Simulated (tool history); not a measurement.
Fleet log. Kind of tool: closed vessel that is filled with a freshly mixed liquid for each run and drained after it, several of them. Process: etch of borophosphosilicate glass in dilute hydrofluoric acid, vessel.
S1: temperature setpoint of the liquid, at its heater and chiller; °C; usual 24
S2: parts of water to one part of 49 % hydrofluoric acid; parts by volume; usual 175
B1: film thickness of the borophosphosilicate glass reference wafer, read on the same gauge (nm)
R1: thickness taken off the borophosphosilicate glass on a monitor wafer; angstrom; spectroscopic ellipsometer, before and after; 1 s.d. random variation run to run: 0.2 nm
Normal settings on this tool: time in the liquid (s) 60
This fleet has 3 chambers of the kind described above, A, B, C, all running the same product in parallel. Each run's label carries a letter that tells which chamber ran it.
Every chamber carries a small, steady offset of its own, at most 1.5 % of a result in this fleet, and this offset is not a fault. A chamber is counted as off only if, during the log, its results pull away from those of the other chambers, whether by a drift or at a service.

Run 1C, day 0.279: usual settings; B1 90.006. Result: R1 222.19 angstrom.
Run 2A, day 0.85: usual settings; B1 89.984. Result: R1 225.84 angstrom.
Run 3B, day 1.217: usual settings; B1 90.007. Result: R1 226.1 angstrom.
Run 4A, day 1.521: usual settings; B1 90.01. Result: R1 226.98 angstrom.
Run 5C, day 1.871: usual settings; B1 90.014. Result: R1 222.19 angstrom.
Run 6B, day 2.346: usual settings; B1 90.012. Result: R1 226.18 angstrom.
Run 7A, day 2.662: usual settings; B1 90.009. Result: R1 229.58 angstrom.
Run 8C, day 3.204: usual settings; B1 89.984. Result: R1 219.81 angstrom.
Run 9B, day 3.529: usual settings; B1 90.011. Result: R1 223.93 angstrom.
Run 10C, day 3.804: usual settings; B1 90.001. Result: R1 222.31 angstrom.
Run 11A, day 4.092: usual settings but S1 21.5 °C, S2 115 parts by volume; B1 90.004. Result: R1 340.41 angstrom.
At day 4.238: chamber C: thermometer replaced.
Run 12B, day 4.562: usual settings but S1 21.5 °C, S2 115 parts by volume; B1 89.992. Result: R1 329.79 angstrom.
Run 13A, day 4.933: usual settings but S1 21.5 °C, S2 115 parts by volume; B1 89.993. Result: R1 335.45 angstrom.
Run 14B, day 5.358: usual settings; B1 90.015. Result: R1 222.13 angstrom.
Run 15C, day 5.812: usual settings; B1 89.99. Result: R1 227.84 angstrom.
Run 16C, day 6.067: usual settings; B1 90.009. Result: R1 227.73 angstrom.
Run 17A, day 6.533: usual settings; B1 90.009. Result: R1 226.75 angstrom.
Run 18B, day 7.017: usual settings; B1 90.007. Result: R1 218.99 angstrom.
Run 19C, day 7.579: usual settings; B1 89.997. Result: R1 224.57 angstrom.
Run 20B, day 7.838: usual settings; B1 89.981. Result: R1 214.32 angstrom.
Run 21A, day 8.262: usual settings; B1 89.998. Result: R1 224.88 angstrom.
Run 22A, day 8.821: usual settings but S1 28 °C; B1 90.012. Result: R1 262.42 angstrom.
Run 23B, day 9.317: usual settings but S1 28 °C; B1 90.007. Result: R1 251.78 angstrom.
Run 24C, day 9.758: usual settings but S1 28 °C; B1 90.009. Result: R1 262.27 angstrom.
Run 25C, day 10.088: usual settings; B1 89.992. Result: R1 223.55 angstrom.
Run 26B, day 10.425: usual settings; B1 90.003. Result: R1 211.06 angstrom.
Run 27A, day 10.712: usual settings; B1 90.015. Result: R1 228.88 angstrom.
Run 28B, day 11.229: usual settings; B1 90.025. Result: R1 212.66 angstrom.
At day 11.638: chamber B: thermometer replaced.
Run 29C, day 11.792: usual settings; B1 89.998. Result: R1 224.69 angstrom.
Run 30A, day 12.138: usual settings; B1 89.993. Result: R1 227.08 angstrom.
Run 31A, day 12.558: usual settings; B1 89.991. Result: R1 229.97 angstrom.
Run 32B, day 12.946: usual settings; B1 90.009. Result: R1 207.85 angstrom.
Run 33C, day 13.212: usual settings; B1 89.983. Result: R1 224 angstrom.
Run 34B, day 13.675: usual settings; B1 90.017. Result: R1 207.45 angstrom.
Run 35C, day 14.071: usual settings; B1 89.998. Result: R1 222.64 angstrom.
Run 36A, day 14.588: usual settings; B1 90.016. Result: R1 229.44 angstrom.
Run 37B, day 15.15: usual settings; B1 90.022. Result: R1 205.44 angstrom.
Run 38A, day 15.496: usual settings; B1 89.984. Result: R1 229.65 angstrom.
Run 39C, day 15.996: usual settings; B1 90.011. Result: R1 225.53 angstrom.

Does one chamber stand apart from the rest, does the shared gauge drift, or is all well apart from small per-chamber offsets? Give the chamber and the most likely cause, where there is one.

Little by little, chamber B moves away from the other chambers.
What lies behind it: hydrofluoric acid flow below the setpoint (%) = 8.2.

Which of the 4 candidates below, each the usual settings with something changed and its results left as question marks, puts chamber B back in line with what the other chambers give on the usual settings?
Maximum distance from the other chambers' mean on the usual settings for a result to count as in line: R1 6.8 angstrom
Run 40B-1, day 16.417: usual settings but S1 25 °C. Result: R1 ?.
Run 40B-2, day 16.417: usual settings but S1 24.5 °C, time in the liquid (s) 65. Result: R1 ?.
Run 40B-3, day 16.417: usual settings but S1 21 °C. Result: R1 ?.
Run 40B-4, day 16.417: usual settings but S2 180 parts by volume. Result: R1 ?.

Other chambers, usual settings, mean: R1 226.56 angstrom
  run      R1
40B-1  212.03
40B-2   225.5
40B-3  182.08
40B-4  197.32
It is 40B-2 that realigns the chamber with its peers.

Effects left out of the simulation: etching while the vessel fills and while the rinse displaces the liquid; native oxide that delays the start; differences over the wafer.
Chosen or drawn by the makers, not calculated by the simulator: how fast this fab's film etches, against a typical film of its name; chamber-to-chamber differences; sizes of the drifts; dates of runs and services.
